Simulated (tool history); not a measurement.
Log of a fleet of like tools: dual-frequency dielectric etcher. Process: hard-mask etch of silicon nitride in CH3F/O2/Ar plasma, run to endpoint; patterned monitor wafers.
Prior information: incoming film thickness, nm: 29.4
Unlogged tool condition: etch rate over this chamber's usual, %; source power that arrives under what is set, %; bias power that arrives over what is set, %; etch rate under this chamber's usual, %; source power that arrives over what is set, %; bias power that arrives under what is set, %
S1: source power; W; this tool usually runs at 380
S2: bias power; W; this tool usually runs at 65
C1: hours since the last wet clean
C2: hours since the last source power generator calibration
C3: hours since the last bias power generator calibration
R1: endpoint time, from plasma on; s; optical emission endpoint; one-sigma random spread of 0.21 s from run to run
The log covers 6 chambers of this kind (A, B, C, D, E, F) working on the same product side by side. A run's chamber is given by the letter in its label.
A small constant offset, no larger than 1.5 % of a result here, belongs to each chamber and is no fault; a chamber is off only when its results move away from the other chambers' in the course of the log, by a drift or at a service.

{"run": "1C", "hour": 7.3, "S1": 380, "S2": 65, "C1": 288.3, "C2": 1903.7, "C3": 2920.7, "R1": 44.74}
{"run": "2F", "hour": 13.9, "S1": 380, "S2": 65, "C1": 558.4, "C2": 635.6, "C3": 2667.0, "R1": 44.801}
{"hour": 16.3, "done": "chamber D: wet clean of the chamber"}
{"run": "3A", "hour": 17.1, "S1": 380, "S2": 65, "C1": 456.8, "C2": 928.6, "C3": 639.8, "R1": 44.757}
{"run": "4E", "hour": 21.2, "S1": 380, "S2": 65, "C1": 507.9, "C2": 1463.7, "C3": 1610.5, "R1": 44.767}
{"run": "5B", "hour": 28.2, "S1": 380, "S2": 65, "C1": 70.6, "C2": 1227.1, "C3": 2269.8, "R1": 44.819}
{"run": "6D", "hour": 31.8, "S1": 380, "S2": 65, "C1": 15.6, "C2": 786.2, "C3": 169.7, "R1": 44.649}
{"run": "7C", "hour": 36.8, "S1": 380, "S2": 65, "C1": 317.8, "C2": 1933.2, "C3": 2950.2, "R1": 44.974}
{"hour": 42.6, "done": "chamber F: wet clean of the chamber"}
{"run": "8D", "hour": 43.4, "S1": 380, "S2": 65, "C1": 27.2, "C2": 797.8, "C3": 181.3, "R1": 44.596}
{"hour": 45.3, "done": "chamber E: wet clean of the chamber"}
{"run": "9E", "hour": 49.6, "S1": 380, "S2": 65, "C1": 4.3, "C2": 1492.1, "C3": 1638.9, "R1": 44.237}
{"hour": 55.1, "done": "chamber C: wet clean of the chamber"}
{"run": "10A", "hour": 56.1, "S1": 380, "S2": 65, "C1": 495.8, "C2": 967.6, "C3": 678.8, "R1": 44.992}
{"run": "11B", "hour": 61.2, "S1": 380, "S2": 75, "C1": 103.6, "C2": 1260.1, "C3": 2302.8, "R1": 42.919}
{"run": "12F", "hour": 66.8, "S1": 380, "S2": 75, "C1": 24.2, "C2": 688.5, "C3": 2719.9, "R1": 42.428}
{"run": "13C", "hour": 71.6, "S1": 380, "S2": 75, "C1": 16.6, "C2": 1968.0, "C3": 2985.0, "R1": 42.606}
{"run": "14E", "hour": 78.1, "S1": 380, "S2": 75, "C1": 32.8, "C2": 1520.6, "C3": 1667.4, "R1": 42.336}
{"run": "15A", "hour": 81.4, "S1": 380, "S2": 75, "C1": 521.1, "C2": 992.9, "C3": 704.1, "R1": 42.42}
{"run": "16B", "hour": 88.2, "S1": 380, "S2": 75, "C1": 130.6, "C2": 1287.1, "C3": 2329.8, "R1": 42.577}
{"run": "17F", "hour": 92.9, "S1": 380, "S2": 65, "C1": 50.3, "C2": 714.6, "C3": 2746.0, "R1": 44.715}
{"run": "18D", "hour": 99.7, "S1": 380, "S2": 65, "C1": 83.5, "C2": 854.1, "C3": 237.6, "R1": 44.896}
{"run": "19E", "hour": 106.3, "S1": 380, "S2": 65, "C1": 61.0, "C2": 1548.8, "C3": 1695.6, "R1": 44.307}
{"run": "20C", "hour": 110.4, "S1": 380, "S2": 65, "C1": 55.4, "C2": 2006.8, "C3": 3023.8, "R1": 45.053}
{"run": "21D", "hour": 114.3, "S1": 380, "S2": 65, "C1": 98.1, "C2": 868.7, "C3": 252.2, "R1": 44.777}
{"hour": 116.8, "done": "chamber A: wet clean of the chamber"}
{"run": "22F", "hour": 119.7, "S1": 410, "S2": 74, "C1": 77.1, "C2": 741.4, "C3": 2772.8, "R1": 41.508}
{"run": "23A", "hour": 124.1, "S1": 410, "S2": 74, "C1": 7.4, "C2": 1035.6, "C3": 746.8, "R1": 41.818}
{"run": "24B", "hour": 129.1, "S1": 410, "S2": 74, "C1": 171.5, "C2": 1328.0, "C3": 2370.7, "R1": 41.991}
{"run": "25A", "hour": 133.8, "S1": 410, "S2": 74, "C1": 17.1, "C2": 1045.3, "C3": 756.5, "R1": 41.489}
{"run": "26C", "hour": 138.0, "S1": 410, "S2": 74, "C1": 83.0, "C2": 2034.4, "C3": 3051.4, "R1": 42.032}
{"run": "27B", "hour": 144.1, "S1": 410, "S2": 74, "C1": 186.5, "C2": 1343.0, "C3": 2385.7, "R1": 41.758}
{"run": "28E", "hour": 150.2, "S1": 380, "S2": 65, "C1": 104.9, "C2": 1592.7, "C3": 1739.5, "R1": 44.166}
{"run": "29D", "hour": 155.7, "S1": 380, "S2": 65, "C1": 139.5, "C2": 910.1, "C3": 293.6, "R1": 44.878}
{"run": "30F", "hour": 162.7, "S1": 300, "S2": 65, "C1": 120.1, "C2": 784.4, "C3": 2815.8, "R1": 49.036}
{"run": "31D", "hour": 167.1, "S1": 300, "S2": 65, "C1": 150.9, "C2": 921.5, "C3": 305.0, "R1": 48.934}
{"run": "32E", "hour": 172.1, "S1": 300, "S2": 65, "C1": 126.8, "C2": 1614.6, "C3": 1761.4, "R1": 48.476}
{"run": "33A", "hour": 179.3, "S1": 300, "S2": 65, "C1": 62.6, "C2": 1090.8, "C3": 802.0, "R1": 49.447}
{"run": "34B", "hour": 186.0, "S1": 300, "S2": 65, "C1": 228.4, "C2": 1384.9, "C3": 2427.6, "R1": 49.247}
{"run": "35F", "hour": 192.8, "S1": 300, "S2": 65, "C1": 150.2, "C2": 814.5, "C3": 2845.9, "R1": 49.049}
{"run": "36C", "hour": 196.0, "S1": 380, "S2": 65, "C1": 141.0, "C2": 2092.4, "C3": 3109.4, "R1": 44.836}
{"run": "37D", "hour": 203.1, "S1": 470, "S2": 72, "C1": 186.9, "C2": 957.5, "C3": 341.0, "R1": 39.818}
{"run": "38F", "hour": 207.7, "S1": 470, "S2": 72, "C1": 165.1, "C2": 829.4, "C3": 2860.8, "R1": 40.004}
{"run": "39C", "hour": 212.3, "S1": 470, "S2": 72, "C1": 157.3, "C2": 2108.7, "C3": 3125.7, "R1": 39.915}
{"run": "40E", "hour": 217.6, "S1": 470, "S2": 72, "C1": 172.3, "C2": 1660.1, "C3": 1806.9, "R1": 39.361}
{"run": "41B", "hour": 222.4, "S1": 470, "S2": 72, "C1": 264.8, "C2": 1421.3, "C3": 2464.0, "R1": 40.143}

The same settings go to every chamber for the next run, one line per chamber below. Forecast the results for each:
{"run": "42A", "hour": 227.7, "S1": 380, "S2": 65, "R1": "?"}
{"run": "42B", "hour": 227.7, "S1": 380, "S2": 65, "R1": "?"}
{"run": "42C", "hour": 227.7, "S1": 380, "S2": 65, "R1": "?"}
{"run": "42D", "hour": 227.7, "S1": 380, "S2": 65, "R1": "?"}
{"run": "42E", "hour": 227.7, "S1": 380, "S2": 65, "R1": "?"}
{"run": "42F", "hour": 227.7, "S1": 380, "S2": 65, "R1": "?"}

run=42A R1=45.158
run=42B R1=45.057
run=42C R1=45.243
run=42D R1=45.167
run=42E R1=44.211
run=42F R1=44.853
